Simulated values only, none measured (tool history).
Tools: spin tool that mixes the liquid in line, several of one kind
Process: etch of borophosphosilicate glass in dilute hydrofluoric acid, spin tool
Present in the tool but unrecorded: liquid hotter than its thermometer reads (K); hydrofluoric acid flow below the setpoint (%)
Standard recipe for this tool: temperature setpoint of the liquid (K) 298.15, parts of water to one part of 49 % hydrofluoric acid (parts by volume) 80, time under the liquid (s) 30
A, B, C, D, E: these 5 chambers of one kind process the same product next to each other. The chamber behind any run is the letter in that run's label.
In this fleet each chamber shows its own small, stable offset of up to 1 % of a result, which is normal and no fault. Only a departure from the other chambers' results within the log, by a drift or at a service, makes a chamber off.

run,hour,temperature setpoint of the liquid (K),parts of water to one part of 49 % hydrofluoric acid (parts by volume),time under the liquid (s),hours since the thermometer was replaced,hours since the hydrofluoric acid flow meter was replaced,"read-back film thickness of the borophosphosilicate glass reference wafer, read on the same gauge (nm)",thickness taken off the borophosphosilicate glass on a monitor wafer (angstrom)
1B,3.5,298.15,80,30,65.4,381.7,70.026,222.43
2C,7.8,298.15,80,30,13.7,156.6,70.03,227.06
3E,13,298.15,80,30,2787.7,2128.2,70.014,226.06
4A,16.7,298.15,80,30,582.9,110.8,70.021,225.4
5D,21,298.15,80,30,584.1,314.1,70.044,223.08
6A,25,298.15,80,30,591.2,119.1,69.949,220.03
7E,29.9,298.15,80,45,2804.6,2145.1,69.984,340.3
8C,34.7,298.15,80,45,40.6,183.5,69.979,337.4
9B,40.9,298.15,80,45,102.8,419.1,69.988,336.72
10D,45.3,298.15,80,45,608.4,338.4,70.029,337.97
11D,49.8,298.15,80,45,612.9,342.9,70.002,332.63
12C,53.3,298.15,80,30,59.2,202.1,69.994,225.13
13E,58.6,298.15,80,30,2833.3,2173.8,70.047,223.84
14B,64.4,298.15,80,20,126.3,442.6,70.024,148.34
15A,70.6,298.15,80,20,636.8,164.7,69.987,147.79
16A,73.7,298.15,80,20,639.9,167.8,70.017,147.78
17C,77.4,298.15,80,20,83.3,226.2,70.026,149.17
18B,80.6,298.15,80,20,142.5,458.8,70.014,148.33
19D,86.9,298.15,80,30,650,380,70.02,219.59
20E,91.2,298.15,80,30,2865.9,2206.4,69.98,226.81
21D,96.2,298.15,80,30,659.3,389.3,70,217.05
22E,102.6,298.15,80,30,2877.3,2217.8,70.057,225.19
23A,107.5,298.15,80,30,673.7,201.6,70.035,224.12
24C,110.3,298.15,80,30,116.2,259.1,70.022,225.37
25B,115,298.15,80,30,176.9,493.2,69.985,223.78
26D,119.2,298.15,80,30,682.3,412.3,69.968,214.35
27C,123,298.15,80,30,128.9,271.8,69.993,224.74
28A,127.1,296.15,80,30,693.3,221.2,70.034,206.28
29B,129.9,296.15,80,30,191.8,508.1,69.983,204.89
30E,135.2,296.15,80,30,2909.9,2250.4,70.02,206.52

Is one chamber out of step, is the gauge drifting, or do the chambers differ by no more than their own small offsets? For an off chamber, give its letter and the likeliest cause.

One chamber, D, drifts off from the rest bit by bit.
Cause: hydrofluoric acid flow below the setpoint (%) = 5.2.
It could be hard to tell apart here from: liquid colder than its thermometer reads (K).

Chamber D could run next with any of the 4 candidate recipes listed below; each alters the usual settings, and their results appear as question marks. Which one brings its results back in line with what the other chambers deliver on the usual settings?
Counts as in line when no further than this from what the other chambers average on the usual settings: thickness taken off the borophosphosilicate glass on a monitor wafer (angstrom) 4.8
31D-1,139.8,296.65,80,30,,,,?
31D-2,139.8,298.65,80,30,,,,?
31D-3,139.8,297.65,80,30,,,,?
31D-4,139.8,299.65,80,30,,,,?

Mean of the other chambers on the usual settings: thickness taken off the borophosphosilicate glass on a monitor wafer (angstrom) 224.13
run,thickness taken off the borophosphosilicate glass on a monitor wafer (angstrom)
31D-1,199.68
31D-2,216.53
31D-3,207.93
31D-4,225.32
31D-4 is the one that brings the chamber's results back in line with the other chambers.
